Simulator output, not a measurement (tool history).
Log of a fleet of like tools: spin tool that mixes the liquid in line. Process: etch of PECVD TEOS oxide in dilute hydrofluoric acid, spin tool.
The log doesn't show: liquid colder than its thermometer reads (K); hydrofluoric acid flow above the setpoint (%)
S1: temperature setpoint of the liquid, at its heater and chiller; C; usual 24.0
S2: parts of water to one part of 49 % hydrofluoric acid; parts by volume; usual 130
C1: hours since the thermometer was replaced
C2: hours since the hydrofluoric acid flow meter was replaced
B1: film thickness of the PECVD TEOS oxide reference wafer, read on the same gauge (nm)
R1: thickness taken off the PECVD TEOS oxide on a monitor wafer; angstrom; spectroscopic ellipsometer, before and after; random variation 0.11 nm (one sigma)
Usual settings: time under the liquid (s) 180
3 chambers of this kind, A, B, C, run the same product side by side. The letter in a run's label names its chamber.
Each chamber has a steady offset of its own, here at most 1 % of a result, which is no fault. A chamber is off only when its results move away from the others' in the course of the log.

{"run": "1A", "hour": 13.7, "S1": 24.0, "S2": 130, "time under the liquid (s)": 180, "C1": 2184.7, "C2": 27.6, "B1": 40.032, "R1": 142.74}
{"run": "2C", "hour": 28.5, "S1": 24.0, "S2": 130, "time under the liquid (s)": 180, "C1": 138.1, "C2": 153.6, "B1": 40.024, "R1": 146.06}
{"run": "3B", "hour": 43.6, "S1": 24.0, "S2": 130, "time under the liquid (s)": 180, "C1": 1044.9, "C2": 2008.6, "B1": 39.997, "R1": 144.41}
{"run": "4B", "hour": 54.5, "S1": 24.0, "S2": 130, "time under the liquid (s)": 180, "C1": 1055.8, "C2": 2019.5, "B1": 39.965, "R1": 145.38}
{"run": "5C", "hour": 68.0, "S1": 24.0, "S2": 130, "time under the liquid (s)": 180, "C1": 177.6, "C2": 193.1, "B1": 40.035, "R1": 145.79}
{"run": "6A", "hour": 79.2, "S1": 24.0, "S2": 130, "time under the liquid (s)": 180, "C1": 2250.2, "C2": 93.1, "B1": 40.022, "R1": 143.91}
{"run": "7C", "hour": 91.2, "S1": 24.0, "S2": 130, "time under the liquid (s)": 180, "C1": 200.8, "C2": 216.3, "B1": 40.02, "R1": 144.27}
{"run": "8B", "hour": 101.6, "S1": 24.0, "S2": 130, "time under the liquid (s)": 180, "C1": 1102.9, "C2": 2066.6, "B1": 39.965, "R1": 145.41}
{"run": "9A", "hour": 116.3, "S1": 26.0, "S2": 130, "time under the liquid (s)": 120, "C1": 2287.3, "C2": 130.2, "B1": 40.055, "R1": 101.4}
{"run": "10C", "hour": 130.0, "S1": 26.0, "S2": 130, "time under the liquid (s)": 120, "C1": 239.6, "C2": 255.1, "B1": 39.991, "R1": 104.72}
{"run": "11A", "hour": 138.7, "S1": 26.0, "S2": 130, "time under the liquid (s)": 120, "C1": 2309.7, "C2": 152.6, "B1": 39.971, "R1": 104.72}
{"run": "12B", "hour": 148.2, "S1": 24.0, "S2": 130, "time under the liquid (s)": 180, "C1": 1149.5, "C2": 2113.2, "B1": 40.006, "R1": 146.37}
{"run": "13B", "hour": 163.1, "S1": 24.0, "S2": 130, "time under the liquid (s)": 180, "C1": 1164.4, "C2": 2128.1, "B1": 40.034, "R1": 144.03}
{"run": "14A", "hour": 171.2, "S1": 24.0, "S2": 130, "time under the liquid (s)": 180, "C1": 2342.2, "C2": 185.1, "B1": 40.053, "R1": 142.55}
{"run": "15C", "hour": 181.7, "S1": 27.5, "S2": 80, "time under the liquid (s)": 180, "C1": 291.3, "C2": 306.8, "B1": 39.995, "R1": 289.55}
{"run": "16B", "hour": 188.3, "S1": 27.5, "S2": 80, "time under the liquid (s)": 180, "C1": 1189.6, "C2": 2153.3, "B1": 39.973, "R1": 287.75}
{"run": "17C", "hour": 196.7, "S1": 27.5, "S2": 80, "time under the liquid (s)": 180, "C1": 306.3, "C2": 321.8, "B1": 40.059, "R1": 292.58}
{"run": "18A", "hour": 210.6, "S1": 24.0, "S2": 130, "time under the liquid (s)": 180, "C1": 2381.6, "C2": 224.5, "B1": 39.964, "R1": 142.08}
{"run": "19C", "hour": 225.2, "S1": 24.0, "S2": 130, "time under the liquid (s)": 180, "C1": 334.8, "C2": 350.3, "B1": 39.969, "R1": 147.41}
{"hour": 229.1, "done": "chamber A: thermometer replaced"}
{"run": "20A", "hour": 237.4, "S1": 24.0, "S2": 130, "time under the liquid (s)": 180, "C1": 8.4, "C2": 251.3, "B1": 40.018, "R1": 143.3}
{"run": "21B", "hour": 252.0, "S1": 24.0, "S2": 130, "time under the liquid (s)": 180, "C1": 1253.3, "C2": 2217.0, "B1": 39.99, "R1": 145.98}
{"run": "22A", "hour": 258.6, "S1": 24.0, "S2": 130, "time under the liquid (s)": 180, "C1": 29.6, "C2": 272.5, "B1": 39.981, "R1": 143.52}
{"run": "23B", "hour": 269.3, "S1": 24.0, "S2": 130, "time under the liquid (s)": 180, "C1": 1270.6, "C2": 2234.3, "B1": 40.018, "R1": 142.27}
{"run": "24C", "hour": 278.0, "S1": 24.0, "S2": 130, "time under the liquid (s)": 180, "C1": 387.6, "C2": 403.1, "B1": 40.033, "R1": 151.27}
{"run": "25B", "hour": 289.9, "S1": 24.0, "S2": 130, "time under the liquid (s)": 180, "C1": 1291.2, "C2": 2254.9, "B1": 39.965, "R1": 142.85}
{"run": "26C", "hour": 305.0, "S1": 24.0, "S2": 130, "time under the liquid (s)": 180, "C1": 414.6, "C2": 430.1, "B1": 39.962, "R1": 151.97}
{"run": "27A", "hour": 317.4, "S1": 24.0, "S2": 70, "time under the liquid (s)": 180, "C1": 88.4, "C2": 331.3, "B1": 39.94, "R1": 282.37}
{"run": "28A", "hour": 324.1, "S1": 24.0, "S2": 70, "time under the liquid (s)": 180, "C1": 95.1, "C2": 338.0, "B1": 39.985, "R1": 288.77}
{"run": "29C", "hour": 338.4, "S1": 24.0, "S2": 70, "time under the liquid (s)": 180, "C1": 448.0, "C2": 463.5, "B1": 40.032, "R1": 304.28}
{"run": "30B", "hour": 348.2, "S1": 24.0, "S2": 130, "time under the liquid (s)": 180, "C1": 1349.5, "C2": 2313.2, "B1": 39.995, "R1": 145.09}
{"run": "31B", "hour": 363.2, "S1": 24.0, "S2": 130, "time under the liquid (s)": 180, "C1": 1364.5, "C2": 2328.2, "B1": 40.025, "R1": 143.94}
{"run": "32A", "hour": 373.7, "S1": 24.0, "S2": 130, "time under the liquid (s)": 180, "C1": 144.7, "C2": 387.6, "B1": 40.076, "R1": 145.98}
{"run": "33C", "hour": 381.9, "S1": 24.0, "S2": 130, "time under the liquid (s)": 180, "C1": 491.5, "C2": 507.0, "B1": 40.004, "R1": 153.3}
{"run": "34A", "hour": 392.2, "S1": 24.0, "S2": 130, "time under the liquid (s)": 180, "C1": 163.2, "C2": 406.1, "B1": 39.987, "R1": 144.18}
{"hour": 393.2, "done": "chamber B: hydrofluoric acid flow meter replaced"}
{"run": "35C", "hour": 403.3, "S1": 24.0, "S2": 130, "time under the liquid (s)": 180, "C1": 512.9, "C2": 528.4, "B1": 39.957, "R1": 154.78}
{"run": "36B", "hour": 414.9, "S1": 26.0, "S2": 130, "time under the liquid (s)": 180, "C1": 1416.2, "C2": 21.8, "B1": 39.973, "R1": 157.79}
{"run": "37C", "hour": 430.0, "S1": 26.0, "S2": 130, "time under the liquid (s)": 180, "C1": 539.6, "C2": 555.1, "B1": 39.979, "R1": 168.05}
{"run": "38A", "hour": 441.7, "S1": 26.0, "S2": 130, "time under the liquid (s)": 180, "C1": 212.7, "C2": 455.6, "B1": 40.035, "R1": 154.46}
{"run": "39B", "hour": 450.0, "S1": 24.0, "S2": 130, "time under the liquid (s)": 180, "C1": 1451.3, "C2": 56.9, "B1": 39.998, "R1": 146.11}
{"run": "40B", "hour": 459.9, "S1": 24.0, "S2": 130, "time under the liquid (s)": 180, "C1": 1461.2, "C2": 66.8, "B1": 39.956, "R1": 142.47}
{"run": "41A", "hour": 467.8, "S1": 24.0, "S2": 130, "time under the liquid (s)": 180, "C1": 238.8, "C2": 481.7, "B1": 40.026, "R1": 143.87}

Is one chamber off against the others, does the gauge drift, or is nothing wrong? If a chamber is off, say which, and what the likeliest cause is.

Chamber C drifts away from the others.
Cause: hydrofluoric acid flow above the setpoint (%) = 7.94.
The log may not tell that from: liquid hotter than its thermometer reads (K).

Here are 4 candidates for chamber C's next run, each the usual settings with a change, their results left as question marks. Which one brings its results back in line with what the others give on the usual settings?
In line means no further than this from the other chambers' mean on the usual settings: R1 3.80 angstrom
{"run": "42C-1", "hour": 478.7, "S1": 24.0, "S2": 125, "time under the liquid (s)": 190, "R1": "?"}
{"run": "42C-2", "hour": 478.7, "S1": 24.0, "S2": 140, "time under the liquid (s)": 180, "R1": "?"}
{"run": "42C-3", "hour": 478.7, "S1": 24.0, "S2": 125, "time under the liquid (s)": 180, "R1": "?"}
{"run": "42C-4", "hour": 478.7, "S1": 24.0, "S2": 135, "time under the liquid (s)": 180, "R1": "?"}

The other chambers' mean on the usual settings: R1 144.26 angstrom
run=42C-1 R1=175.06
run=42C-2 R1=145.72
run=42C-3 R1=165.85
run=42C-4 R1=151.93
42C-2 brings the chamber back in line.

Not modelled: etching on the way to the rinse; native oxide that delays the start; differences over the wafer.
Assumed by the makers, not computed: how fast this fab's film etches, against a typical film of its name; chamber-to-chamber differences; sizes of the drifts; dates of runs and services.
